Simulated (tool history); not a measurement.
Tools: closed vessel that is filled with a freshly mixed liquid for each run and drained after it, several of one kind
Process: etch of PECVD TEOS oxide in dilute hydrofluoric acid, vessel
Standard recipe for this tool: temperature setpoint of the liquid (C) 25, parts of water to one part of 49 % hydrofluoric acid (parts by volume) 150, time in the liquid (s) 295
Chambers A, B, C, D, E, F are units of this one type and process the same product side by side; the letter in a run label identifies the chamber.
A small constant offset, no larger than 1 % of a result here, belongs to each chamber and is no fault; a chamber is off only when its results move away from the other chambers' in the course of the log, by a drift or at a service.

run	day	temperature setpoint of the liquid (C)	parts of water to one part of 49 % hydrofluoric acid (parts by volume)	time in the liquid (s)	hours since the thermometer was replaced	hours since the hydrofluoric acid flow meter was replaced	read-back film thickness of the PECVD TEOS oxide reference wafer, read on the same gauge (nm)	thickness taken off the PECVD TEOS oxide on a monitor wafer (Å)
1C	0.217	25	150	295	494.2	132.3	150.01	244.26
2F	0.488	25	150	295	581.8	1447.4	150.02	241.55
3A	0.838	25	150	295	405.1	389.1	149.99	247.94
4B	1.212	25	150	295	272.9	169.7	149.99	243.91
5D	1.642	25	150	295	437.1	91.9	149.99	247.36
6E	1.850	25	150	295	550.6	625.9	150.01	242.42
7C	2.283	25	150	295	543.8	181.9	149.99	242.10
8A	2.646	25	150	295	448.5	432.5	149.99	247.52
9E	2.854	25	115	295	574.7	650.0	149.99	337.88
10D	3.246	25	115	295	475.6	130.4	150.01	334.81
11F	3.500	25	115	295	654.1	1519.7	150.01	336.56
# day 3.646: chamber A: hydrofluoric acid flow meter replaced
12B	3.867	25	115	295	336.6	233.4	149.99	330.96
13A	4.083	25	115	295	483.0	10.6	150.01	329.17
14B	4.367	25	115	295	348.6	245.4	149.98	331.41
15D	4.579	25	150	295	507.6	162.4	149.98	243.98
16F	4.812	25	150	295	685.6	1551.2	150.03	244.87
17C	5.112	25	150	295	611.7	249.8	149.98	249.23
18E	5.367	25	150	295	635.0	710.3	150.01	249.18
# day 5.712: chamber E: hydrofluoric acid flow meter replaced
19A	5.825	25	150	295	524.8	52.4	149.99	248.31
20D	6.154	25	150	295	545.4	200.2	150.00	241.62
21E	6.396	25	150	295	659.7	16.5	150.01	247.34
22B	6.700	25	150	295	404.6	301.4	150.01	245.26
23F	7.038	25	150	295	739.0	1604.6	150.00	248.27
24C	7.371	25	150	295	665.9	304.0	150.02	247.22
25C	7.671	25	150	295	673.1	311.2	150.00	243.59
26A	7.979	25	150	295	576.5	104.1	150.00	249.02
27D	8.412	25	150	295	599.6	254.4	149.99	244.89
28E	8.625	25	150	295	713.2	70.0	150.00	245.22
29B	8.979	25	150	295	459.3	356.1	149.99	252.39
30F	9.288	25	150	295	793.0	1658.6	149.98	245.14
31A	9.717	25	150	295	618.2	145.8	149.98	249.64
32C	10.112	25	150	295	731.7	369.8	149.99	243.43
# day 10.167: chamber C: thermometer replaced
33F	10.317	25	150	295	817.7	1683.3	150.00	241.59
34D	10.708	25	150	295	654.7	309.5	150.01	240.95
35E	11.000	25	205	295	770.2	127.0	149.97	166.08
36B	11.454	25	205	295	518.7	415.5	149.99	170.25
# day 11.683: chamber A: thermometer replaced
37A	11.712	25	205	295	0.8	193.7	149.99	169.07
38D	12.025	25	205	295	686.3	341.1	149.99	168.36
39C	12.483	25	205	295	55.6	426.7	149.99	168.25
40F	12.758	25	205	295	876.3	1741.9	150.01	166.63
41E	13.150	25	150	295	821.8	178.6	150.00	246.32
42B	13.508	25	150	295	568.0	464.8	150.00	246.71

Predict what each chamber gives when all 6 of them run the settings below next.
43A	13.846	25	150	155				?
43B	13.846	25	150	155				?
43C	13.846	25	150	155				?
43D	13.846	25	150	155				?
43E	13.846	25	150	155				?
43F	13.846	25	150	155				?

run	thickness taken off the PECVD TEOS oxide on a monitor wafer (Å)
43A	130.81
43B	130.06
43C	129.84
43D	129.30
43E	127.26
43F	129.49

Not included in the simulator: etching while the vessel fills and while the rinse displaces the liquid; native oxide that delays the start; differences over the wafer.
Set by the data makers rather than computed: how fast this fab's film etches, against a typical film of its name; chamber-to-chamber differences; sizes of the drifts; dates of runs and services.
